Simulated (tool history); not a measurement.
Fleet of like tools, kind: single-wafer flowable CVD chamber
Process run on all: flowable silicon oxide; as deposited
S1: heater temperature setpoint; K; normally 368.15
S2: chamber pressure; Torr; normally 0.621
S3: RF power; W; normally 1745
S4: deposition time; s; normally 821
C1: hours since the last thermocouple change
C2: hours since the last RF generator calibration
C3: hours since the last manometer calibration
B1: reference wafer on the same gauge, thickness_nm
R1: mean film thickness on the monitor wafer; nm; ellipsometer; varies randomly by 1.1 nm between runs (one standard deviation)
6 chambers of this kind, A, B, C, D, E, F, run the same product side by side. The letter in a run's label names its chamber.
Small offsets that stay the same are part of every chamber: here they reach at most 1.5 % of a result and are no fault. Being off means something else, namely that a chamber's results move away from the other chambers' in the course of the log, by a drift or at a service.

{"run": "1B", "hour": 3.7, "S1": 368.15, "S2": 0.621, "S3": 1745, "S4": 821, "C1": 454.0, "C2": 1920.3, "C3": 859.3, "B1": 332.86, "R1": 403.83}
{"run": "2C", "hour": 9.6, "S1": 368.15, "S2": 0.621, "S3": 1745, "S4": 821, "C1": 2013.4, "C2": 453.1, "C3": 1186.9, "B1": 333.29, "R1": 398.69}
{"hour": 9.9, "done": "chamber C: thermocouple changed; heater temperature recalibrated"}
{"run": "3F", "hour": 15.8, "S1": 368.15, "S2": 0.621, "S3": 1745, "S4": 821, "C1": 805.1, "C2": 502.0, "C3": 813.9, "B1": 333.03, "R1": 402.55}
{"run": "4D", "hour": 21.3, "S1": 368.15, "S2": 0.621, "S3": 1745, "S4": 821, "C1": 695.4, "C2": 585.8, "C3": 227.6, "B1": 332.93, "R1": 405.97}
{"run": "5E", "hour": 25.1, "S1": 368.15, "S2": 0.621, "S3": 1745, "S4": 821, "C1": 674.3, "C2": 93.2, "C3": 371.6, "B1": 333.1, "R1": 405.37}
{"run": "6A", "hour": 30.8, "S1": 368.15, "S2": 0.621, "S3": 1745, "S4": 821, "C1": 1105.9, "C2": 923.6, "C3": 1292.1, "B1": 333.13, "R1": 402.29}
{"run": "7E", "hour": 35.5, "S1": 368.15, "S2": 0.621, "S3": 1745, "S4": 821, "C1": 684.7, "C2": 103.6, "C3": 382.0, "B1": 333.11, "R1": 407.07}
{"run": "8F", "hour": 39.9, "S1": 368.15, "S2": 0.621, "S3": 1745, "S4": 821, "C1": 829.2, "C2": 526.1, "C3": 838.0, "B1": 332.84, "R1": 404.35}
{"run": "9C", "hour": 46.0, "S1": 368.15, "S2": 0.621, "S3": 1745, "S4": 821, "C1": 36.1, "C2": 489.5, "C3": 1223.3, "B1": 332.98, "R1": 399.16}
{"run": "10B", "hour": 52.5, "S1": 381.15, "S2": 0.621, "S3": 1860, "S4": 821, "C1": 502.8, "C2": 1969.1, "C3": 908.1, "B1": 332.8, "R1": 267.72}
{"run": "11D", "hour": 57.6, "S1": 381.15, "S2": 0.621, "S3": 1860, "S4": 821, "C1": 731.7, "C2": 622.1, "C3": 263.9, "B1": 332.75, "R1": 269.91}
{"run": "12A", "hour": 61.1, "S1": 381.15, "S2": 0.621, "S3": 1860, "S4": 821, "C1": 1136.2, "C2": 953.9, "C3": 1322.4, "B1": 333.08, "R1": 263.55}
{"run": "13A", "hour": 65.7, "S1": 381.15, "S2": 0.621, "S3": 1860, "S4": 821, "C1": 1140.8, "C2": 958.5, "C3": 1327.0, "B1": 333.08, "R1": 264.67}
{"run": "14C", "hour": 69.6, "S1": 381.15, "S2": 0.621, "S3": 1860, "S4": 821, "C1": 59.7, "C2": 513.1, "C3": 1246.9, "B1": 333.0, "R1": 263.39}
{"run": "15D", "hour": 76.4, "S1": 381.15, "S2": 0.621, "S3": 1860, "S4": 821, "C1": 750.5, "C2": 640.9, "C3": 282.7, "B1": 333.02, "R1": 271.04}
{"run": "16B", "hour": 82.2, "S1": 376.15, "S2": 0.621, "S3": 1745, "S4": 821, "C1": 532.5, "C2": 1998.8, "C3": 937.8, "B1": 332.94, "R1": 310.6}
{"run": "17F", "hour": 88.4, "S1": 376.15, "S2": 0.621, "S3": 1745, "S4": 821, "C1": 877.7, "C2": 574.6, "C3": 886.5, "B1": 332.97, "R1": 308.49}
{"run": "18E", "hour": 92.2, "S1": 376.15, "S2": 0.621, "S3": 1745, "S4": 821, "C1": 741.4, "C2": 160.3, "C3": 438.7, "B1": 332.92, "R1": 308.91}
{"run": "19E", "hour": 97.4, "S1": 376.15, "S2": 0.621, "S3": 1745, "S4": 821, "C1": 746.6, "C2": 165.5, "C3": 443.9, "B1": 333.33, "R1": 310.41}
{"run": "20D", "hour": 105.4, "S1": 376.15, "S2": 0.621, "S3": 1745, "S4": 821, "C1": 779.5, "C2": 669.9, "C3": 311.7, "B1": 332.89, "R1": 310.84}
{"run": "21F", "hour": 108.9, "S1": 376.15, "S2": 0.621, "S3": 1745, "S4": 821, "C1": 898.2, "C2": 595.1, "C3": 907.0, "B1": 332.87, "R1": 307.09}
{"run": "22A", "hour": 115.2, "S1": 368.15, "S2": 0.621, "S3": 1745, "S4": 821, "C1": 1190.3, "C2": 1008.0, "C3": 1376.5, "B1": 332.95, "R1": 402.66}
{"run": "23C", "hour": 121.9, "S1": 368.15, "S2": 0.478, "S3": 1745, "S4": 821, "C1": 112.0, "C2": 565.4, "C3": 1299.2, "B1": 333.17, "R1": 278.62}
{"hour": 128.3, "done": "chamber A: capacitance manometer re-zeroed and calibrated"}
{"run": "24B", "hour": 128.9, "S1": 368.15, "S2": 0.478, "S3": 1745, "S4": 821, "C1": 579.2, "C2": 2045.5, "C3": 984.5, "B1": 333.06, "R1": 281.14}
{"run": "25F", "hour": 135.1, "S1": 368.15, "S2": 0.478, "S3": 1745, "S4": 821, "C1": 924.4, "C2": 621.3, "C3": 933.2, "B1": 332.99, "R1": 278.15}
{"run": "26E", "hour": 140.4, "S1": 368.15, "S2": 0.478, "S3": 1745, "S4": 821, "C1": 789.6, "C2": 208.5, "C3": 486.9, "B1": 333.07, "R1": 276.38}
{"run": "27D", "hour": 146.6, "S1": 368.15, "S2": 0.478, "S3": 1745, "S4": 821, "C1": 820.7, "C2": 711.1, "C3": 352.9, "B1": 332.99, "R1": 279.3}
{"run": "28C", "hour": 154.0, "S1": 368.15, "S2": 0.478, "S3": 1745, "S4": 821, "C1": 144.1, "C2": 597.5, "C3": 1331.3, "B1": 333.14, "R1": 277.16}
{"run": "29A", "hour": 160.9, "S1": 368.15, "S2": 0.699, "S3": 1745, "S4": 697, "C1": 1236.0, "C2": 1053.7, "C3": 32.7, "B1": 332.85, "R1": 403.05}
{"run": "30B", "hour": 168.0, "S1": 368.15, "S2": 0.699, "S3": 1745, "S4": 697, "C1": 618.3, "C2": 2084.6, "C3": 1023.6, "B1": 332.94, "R1": 403.59}
{"run": "31B", "hour": 176.1, "S1": 368.15, "S2": 0.699, "S3": 1745, "S4": 697, "C1": 626.4, "C2": 2092.7, "C3": 1031.7, "B1": 332.99, "R1": 403.86}
{"run": "32A", "hour": 181.6, "S1": 368.15, "S2": 0.699, "S3": 1745, "S4": 697, "C1": 1256.7, "C2": 1074.4, "C3": 53.4, "B1": 333.1, "R1": 403.57}
{"run": "33E", "hour": 188.3, "S1": 368.15, "S2": 0.699, "S3": 1745, "S4": 697, "C1": 837.5, "C2": 256.4, "C3": 534.8, "B1": 332.96, "R1": 393.62}
{"run": "34C", "hour": 195.6, "S1": 368.15, "S2": 0.699, "S3": 1745, "S4": 697, "C1": 185.7, "C2": 639.1, "C3": 1372.9, "B1": 333.19, "R1": 397.05}
{"run": "35D", "hour": 201.0, "S1": 368.15, "S2": 0.621, "S3": 1745, "S4": 821, "C1": 875.1, "C2": 765.5, "C3": 407.3, "B1": 332.89, "R1": 405.75}
{"run": "36F", "hour": 207.3, "S1": 368.15, "S2": 0.621, "S3": 1745, "S4": 821, "C1": 996.6, "C2": 693.5, "C3": 1005.4, "B1": 332.81, "R1": 401.39}
{"run": "37F", "hour": 214.1, "S1": 368.15, "S2": 0.621, "S3": 1745, "S4": 821, "C1": 1003.4, "C2": 700.3, "C3": 1012.2, "B1": 333.14, "R1": 404.12}
{"run": "38E", "hour": 220.2, "S1": 368.15, "S2": 0.621, "S3": 1745, "S4": 821, "C1": 869.4, "C2": 288.3, "C3": 566.7, "B1": 333.04, "R1": 394.08}
{"run": "39A", "hour": 227.8, "S1": 368.15, "S2": 0.621, "S3": 1745, "S4": 821, "C1": 1302.9, "C2": 1120.6, "C3": 99.6, "B1": 333.16, "R1": 404.08}
{"run": "40D", "hour": 232.5, "S1": 357.15, "S2": 0.621, "S3": 1520, "S4": 821, "C1": 906.6, "C2": 797.0, "C3": 438.8, "B1": 332.97, "R1": 547.92}
{"run": "41C", "hour": 239.5, "S1": 357.15, "S2": 0.621, "S3": 1520, "S4": 821, "C1": 229.6, "C2": 683.0, "C3": 1416.8, "B1": 332.92, "R1": 546.3}
{"run": "42B", "hour": 246.0, "S1": 357.15, "S2": 0.621, "S3": 1520, "S4": 821, "C1": 696.3, "C2": 2162.6, "C3": 1101.6, "B1": 333.0, "R1": 551.52}
{"run": "43B", "hour": 251.5, "S1": 357.15, "S2": 0.621, "S3": 1520, "S4": 821, "C1": 701.8, "C2": 2168.1, "C3": 1107.1, "B1": 333.0, "R1": 551.74}

Is one chamber out of step, is the gauge drifting, or do the chambers differ by no more than their own small offsets? For an off chamber, give its letter and the likeliest cause.

Little by little, chamber E moves away from the other chambers.
Most likely cause: true pressure below the setpoint (%) = 2.06.
The log may not separate it from: wafer temperature above the value expected at the setpoint (K).

Which of the 4 candidates below, each the usual settings with something changed and its results left as question marks, puts chamber E back in line with what the other chambers give on the usual settings?
Maximum distance from the other chambers' mean on the usual settings for a result to count as in line: R1 3.70 nm
{"run": "44E-1", "hour": 257.2, "S1": 367.15, "S2": 0.628, "S3": 1750, "S4": 825, "R1": "?"}
{"run": "44E-2", "hour": 257.2, "S1": 369.15, "S2": 0.614, "S3": 1740, "S4": 817, "R1": "?"}
{"run": "44E-3", "hour": 257.2, "S1": 368.15, "S2": 0.613, "S3": 1740, "S4": 816, "R1": "?"}
{"run": "44E-4", "hour": 257.2, "S1": 368.15, "S2": 0.621, "S3": 1905, "S4": 821, "R1": "?"}

Average result of the remaining chambers running the usual settings: R1 403.28 nm
run=44E-1 R1=416.24
run=44E-2 R1=373.53
run=44E-3 R1=384.55
run=44E-4 R1=402.95
With 44E-4, the chamber falls back in line with the rest.
